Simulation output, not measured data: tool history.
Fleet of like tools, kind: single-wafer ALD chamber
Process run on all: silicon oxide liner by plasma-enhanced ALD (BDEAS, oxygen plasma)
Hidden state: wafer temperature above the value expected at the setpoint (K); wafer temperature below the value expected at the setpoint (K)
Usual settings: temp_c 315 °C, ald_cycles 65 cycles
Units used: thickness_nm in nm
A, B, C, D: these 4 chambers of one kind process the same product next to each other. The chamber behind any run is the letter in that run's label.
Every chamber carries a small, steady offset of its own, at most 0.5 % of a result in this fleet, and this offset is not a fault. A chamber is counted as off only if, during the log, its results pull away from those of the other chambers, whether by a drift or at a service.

| run | hour | temp_c | ald_cycles | hours since the last thermocouple change | read-back reference wafer on the same gauge, thickness_nm | thickness_nm |
|---|---|---|---|---|---|---|
| 1D | 3.7 | 315 | 65 | 1800.7 | 6.6755 | 5.8784 |
| 2A | 9.5 | 315 | 65 | 1178.6 | 6.6795 | 5.9467 |
| 3C | 13.1 | 315 | 65 | 1569.6 | 6.6825 | 5.8829 |
| 4B | 16.0 | 315 | 65 | 1753.8 | 6.6806 | 5.9127 |
| 5B | 21.2 | 308 | 65 | 1759.0 | 6.6846 | 6.0016 |
| 6C | 26.7 | 308 | 65 | 1583.2 | 6.6877 | 5.9747 |
| 7D | 29.8 | 308 | 65 | 1826.8 | 6.6869 | 5.9906 |
| 8A | 35.1 | 308 | 65 | 1204.2 | 6.6849 | 6.0153 |
| 9C | 40.4 | 315 | 65 | 1596.9 | 6.6705 | 5.8887 |
| 10A | 45.4 | 315 | 65 | 1214.5 | 6.6756 | 5.9749 |
| 11B | 48.6 | 315 | 65 | 1786.4 | 6.6858 | 5.9540 |
| 12D | 53.1 | 315 | 65 | 1850.1 | 6.6831 | 5.8858 |
| 13C | 57.7 | 315 | 65 | 1614.2 | 6.6825 | 5.9212 |
| 14A | 60.3 | 315 | 65 | 1229.4 | 6.6805 | 5.9068 |
| 15D | 63.2 | 315 | 65 | 1860.2 | 6.6834 | 5.8824 |
| 16B | 66.3 | 315 | 61 | 1804.1 | 6.6817 | 5.5364 |
| 17C | 70.0 | 315 | 61 | 1626.5 | 6.6824 | 5.5448 |
| 18A | 74.1 | 315 | 61 | 1243.2 | 6.6863 | 5.5019 |
| 19B | 78.1 | 315 | 61 | 1815.9 | 6.6782 | 5.5504 |
| 20D | 83.6 | 310 | 72 | 1880.6 | 6.6777 | 6.5669 |
| 21B | 88.3 | 310 | 72 | 1826.1 | 6.6754 | 6.5554 |
| 22A | 91.0 | 310 | 72 | 1260.1 | 6.6847 | 6.5168 |
| 23C | 93.6 | 310 | 72 | 1650.1 | 6.6825 | 6.6486 |
| 24D | 99.0 | 315 | 65 | 1896.0 | 6.6819 | 5.8394 |
| 25B | 105.0 | 315 | 65 | 1842.8 | 6.6813 | 6.0087 |
| 26A | 108.0 | 315 | 65 | 1277.1 | 6.6841 | 5.9061 |
| 27D | 112.9 | 315 | 65 | 1909.9 | 6.6824 | 5.9298 |
| 28C | 118.1 | 315 | 65 | 1674.6 | 6.6801 | 5.8696 |
| 29B | 123.3 | 315 | 65 | 1861.1 | 6.6770 | 5.8840 |

All 4 chambers run these settings next. Forecast each chamber's results:
| 30A | 127.6 | 325 | 65 |  |  | ? |
| 30B | 127.6 | 325 | 65 |  |  | ? |
| 30C | 127.6 | 325 | 65 |  |  | ? |
| 30D | 127.6 | 325 | 65 |  |  | ? |

| run | thickness_nm |
|---|---|
| 30A | 5.8898 |
| 30B | 5.8494 |
| 30C | 5.8478 |
| 30D | 5.8077 |

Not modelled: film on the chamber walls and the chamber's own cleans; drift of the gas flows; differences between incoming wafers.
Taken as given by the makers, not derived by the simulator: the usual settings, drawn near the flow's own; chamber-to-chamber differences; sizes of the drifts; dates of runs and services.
